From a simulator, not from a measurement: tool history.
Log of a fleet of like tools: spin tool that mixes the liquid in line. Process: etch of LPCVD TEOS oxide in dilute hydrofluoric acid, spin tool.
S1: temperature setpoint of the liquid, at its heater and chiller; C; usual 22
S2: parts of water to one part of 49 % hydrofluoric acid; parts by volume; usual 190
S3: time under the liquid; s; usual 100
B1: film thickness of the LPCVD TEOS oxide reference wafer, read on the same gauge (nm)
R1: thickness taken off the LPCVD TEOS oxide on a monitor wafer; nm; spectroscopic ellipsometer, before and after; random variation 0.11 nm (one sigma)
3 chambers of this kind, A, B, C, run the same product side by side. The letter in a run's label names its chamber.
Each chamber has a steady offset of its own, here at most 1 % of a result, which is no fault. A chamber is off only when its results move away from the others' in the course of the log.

run 1C hour=10.6 | S1=22 S2=190 S3=100 | B1=70.038 | R1=14.752
run 2A hour=22.6 | S1=22 S2=190 S3=100 | B1=69.99 | R1=14.887
run 3B hour=34.1 | S1=22 S2=190 S3=100 | B1=69.995 | R1=14.876
run 4A hour=41.5 | S1=22 S2=190 S3=100 | B1=69.999 | R1=15.221
run 5C hour=53.5 | S1=22 S2=190 S3=100 | B1=69.998 | R1=14.791
run 6B hour=62.8 | S1=22 S2=190 S3=100 | B1=70.019 | R1=14.895
run 7A hour=73.2 | S1=22 S2=190 S3=100 | B1=69.982 | R1=14.937
run 8B hour=82.6 | S1=24.5 S2=190 S3=55 | B1=69.987 | R1=8.9963
run 9C hour=94.2 | S1=24.5 S2=190 S3=55 | B1=69.969 | R1=9.1033
run 10C hour=105.2 | S1=24.5 S2=190 S3=55 | B1=69.974 | R1=8.9118
run 11B hour=117.6 | S1=22 S2=190 S3=100 | B1=69.986 | R1=14.862
run 12A hour=130 | S1=22 S2=190 S3=100 | B1=70.017 | R1=14.995
run 13A hour=139.6 | S1=22 S2=190 S3=100 | B1=69.966 | R1=14.894
run 14C hour=145.4 | S1=22 S2=190 S3=100 | B1=69.988 | R1=14.702
run 15B hour=153.3 | S1=22 S2=190 S3=100 | B1=70.013 | R1=14.701
run 16B hour=165.4 | S1=22 S2=190 S3=100 | B1=70.009 | R1=14.791
run 17C hour=173.5 | S1=22 S2=190 S3=100 | B1=69.981 | R1=14.941
run 18A hour=186.6 | S1=22 S2=190 S3=100 | B1=69.973 | R1=14.927
run 19B hour=198.8 | S1=22 S2=190 S3=100 | B1=69.986 | R1=14.909
-- hour=206.6 chamber B: hydrofluoric acid flow meter replaced
run 20C hour=211.1 | S1=22 S2=190 S3=100 | B1=70.028 | R1=14.642
run 21A hour=218 | S1=22 S2=275 S3=150 | B1=69.991 | R1=14.347
run 22A hour=224.8 | S1=22 S2=275 S3=150 | B1=69.975 | R1=14.173
run 23C hour=231.7 | S1=22 S2=275 S3=150 | B1=69.993 | R1=14.171
run 24B hour=239.3 | S1=22 S2=190 S3=100 | B1=70.031 | R1=14.901
run 25C hour=245.5 | S1=22 S2=190 S3=100 | B1=70.031 | R1=14.869
run 26A hour=254.2 | S1=22 S2=230 S3=155 | B1=69.994 | R1=18.503
run 27B hour=265.8 | S1=22 S2=230 S3=155 | B1=69.993 | R1=18.238
-- hour=272.5 chamber A: thermometer replaced
run 28A hour=277.8 | S1=22 S2=230 S3=155 | B1=70.03 | R1=18.4
run 29B hour=291.1 | S1=22 S2=190 S3=100 | B1=69.999 | R1=14.633
run 30C hour=299.7 | S1=22 S2=190 S3=100 | B1=69.996 | R1=14.783
-- hour=305.1 chamber C: thermometer replaced
run 31C hour=307 | S1=22 S2=190 S3=100 | B1=70.023 | R1=15.021
run 32B hour=319.5 | S1=22 S2=190 S3=100 | B1=69.972 | R1=14.932
run 33A hour=332.5 | S1=22 S2=190 S3=100 | B1=69.982 | R1=14.897

Is one chamber off against the others, does the gauge drift, or is nothing wrong? If a chamber is off, say which, and what the likeliest cause is.

No chamber stands off beyond its own small offset, and the gauge holds steady.
